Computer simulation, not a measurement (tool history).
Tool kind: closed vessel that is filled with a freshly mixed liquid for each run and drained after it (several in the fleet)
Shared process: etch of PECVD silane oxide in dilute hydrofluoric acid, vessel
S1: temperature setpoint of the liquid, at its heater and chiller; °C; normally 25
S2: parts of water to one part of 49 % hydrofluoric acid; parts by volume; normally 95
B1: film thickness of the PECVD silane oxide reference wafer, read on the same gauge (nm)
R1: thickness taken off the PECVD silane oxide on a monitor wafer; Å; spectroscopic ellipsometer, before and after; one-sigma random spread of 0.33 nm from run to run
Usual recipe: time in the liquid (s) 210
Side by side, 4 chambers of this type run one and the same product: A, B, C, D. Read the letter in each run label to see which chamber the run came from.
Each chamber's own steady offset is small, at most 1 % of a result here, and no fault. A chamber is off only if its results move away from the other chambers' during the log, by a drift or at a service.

{"run": "1C", "hour": 7.9, "S1": 25, "S2": 95, "time in the liquid (s)": 210, "B1": 60.026, "R1": 487.83}
{"run": "2D", "hour": 12.3, "S1": 25, "S2": 95, "time in the liquid (s)": 210, "B1": 60.015, "R1": 484.39}
{"run": "3A", "hour": 20.1, "S1": 25, "S2": 95, "time in the liquid (s)": 210, "B1": 59.979, "R1": 486.43}
{"run": "4B", "hour": 27.7, "S1": 25, "S2": 95, "time in the liquid (s)": 210, "B1": 59.984, "R1": 488.64}
{"run": "5C", "hour": 34.6, "S1": 25, "S2": 95, "time in the liquid (s)": 210, "B1": 59.983, "R1": 486.13}
{"run": "6A", "hour": 38.7, "S1": 25, "S2": 95, "time in the liquid (s)": 210, "B1": 60.004, "R1": 482.19}
{"run": "7B", "hour": 45.4, "S1": 25, "S2": 95, "time in the liquid (s)": 210, "B1": 60.02, "R1": 484.56}
{"run": "8D", "hour": 53.2, "S1": 25, "S2": 95, "time in the liquid (s)": 210, "B1": 60.016, "R1": 485.05}
{"run": "9D", "hour": 61.5, "S1": 25, "S2": 95, "time in the liquid (s)": 210, "B1": 59.942, "R1": 482.98}
{"run": "10A", "hour": 67.2, "S1": 25, "S2": 95, "time in the liquid (s)": 210, "B1": 60.013, "R1": 486.72}
{"run": "11B", "hour": 73.1, "S1": 25, "S2": 95, "time in the liquid (s)": 210, "B1": 60.013, "R1": 485.09}
{"run": "12C", "hour": 79.2, "S1": 25, "S2": 95, "time in the liquid (s)": 170, "B1": 60.022, "R1": 394.65}
{"run": "13C", "hour": 87.9, "S1": 25, "S2": 95, "time in the liquid (s)": 170, "B1": 59.986, "R1": 387.33}
{"run": "14D", "hour": 95.9, "S1": 25, "S2": 95, "time in the liquid (s)": 170, "B1": 59.987, "R1": 394.44}
{"run": "15B", "hour": 100.2, "S1": 25, "S2": 95, "time in the liquid (s)": 170, "B1": 59.991, "R1": 394.49}
{"run": "16A", "hour": 108.9, "S1": 25, "S2": 95, "time in the liquid (s)": 210, "B1": 59.983, "R1": 489.25}
{"run": "17B", "hour": 115.2, "S1": 25, "S2": 95, "time in the liquid (s)": 210, "B1": 59.97, "R1": 484.45}
{"run": "18D", "hour": 121.1, "S1": 25, "S2": 95, "time in the liquid (s)": 210, "B1": 60.012, "R1": 492.7}
{"run": "19A", "hour": 129.9, "S1": 25, "S2": 95, "time in the liquid (s)": 210, "B1": 59.973, "R1": 486.08}
{"run": "20C", "hour": 135.1, "S1": 25, "S2": 95, "time in the liquid (s)": 210, "B1": 60.041, "R1": 487.35}
{"run": "21A", "hour": 143.4, "S1": 25, "S2": 95, "time in the liquid (s)": 210, "B1": 60.026, "R1": 492.04}
{"run": "22B", "hour": 150.6, "S1": 25, "S2": 95, "time in the liquid (s)": 210, "B1": 59.951, "R1": 484.5}
{"run": "23C", "hour": 158.3, "S1": 25, "S2": 95, "time in the liquid (s)": 210, "B1": 59.978, "R1": 490.87}
{"run": "24D", "hour": 164.4, "S1": 25, "S2": 95, "time in the liquid (s)": 210, "B1": 59.955, "R1": 496.27}
{"run": "25B", "hour": 173.0, "S1": 25, "S2": 95, "time in the liquid (s)": 210, "B1": 60.023, "R1": 490.4}
{"run": "26D", "hour": 179.9, "S1": 28, "S2": 95, "time in the liquid (s)": 210, "B1": 60.008, "R1": 562.94}
{"run": "27A", "hour": 188.8, "S1": 28, "S2": 95, "time in the liquid (s)": 210, "B1": 60.001, "R1": 546.7}
{"run": "28C", "hour": 193.3, "S1": 28, "S2": 95, "time in the liquid (s)": 210, "B1": 60.029, "R1": 544.68}
{"run": "29B", "hour": 200.3, "S1": 28, "S2": 95, "time in the liquid (s)": 210, "B1": 59.999, "R1": 541.39}
{"run": "30D", "hour": 204.7, "S1": 25, "S2": 95, "time in the liquid (s)": 210, "B1": 59.99, "R1": 506.58}

For the next run the whole fleet of 4 chambers uses the same settings. Give each chamber's results:
{"run": "31A", "hour": 211.2, "S1": 25, "S2": 95, "time in the liquid (s)": 210, "R1": "?"}
{"run": "31B", "hour": 211.2, "S1": 25, "S2": 95, "time in the liquid (s)": 210, "R1": "?"}
{"run": "31C", "hour": 211.2, "S1": 25, "S2": 95, "time in the liquid (s)": 210, "R1": "?"}
{"run": "31D", "hour": 211.2, "S1": 25, "S2": 95, "time in the liquid (s)": 210, "R1": "?"}

run=31A R1=483.85
run=31B R1=485.73
run=31C R1=487.54
run=31D R1=502.41

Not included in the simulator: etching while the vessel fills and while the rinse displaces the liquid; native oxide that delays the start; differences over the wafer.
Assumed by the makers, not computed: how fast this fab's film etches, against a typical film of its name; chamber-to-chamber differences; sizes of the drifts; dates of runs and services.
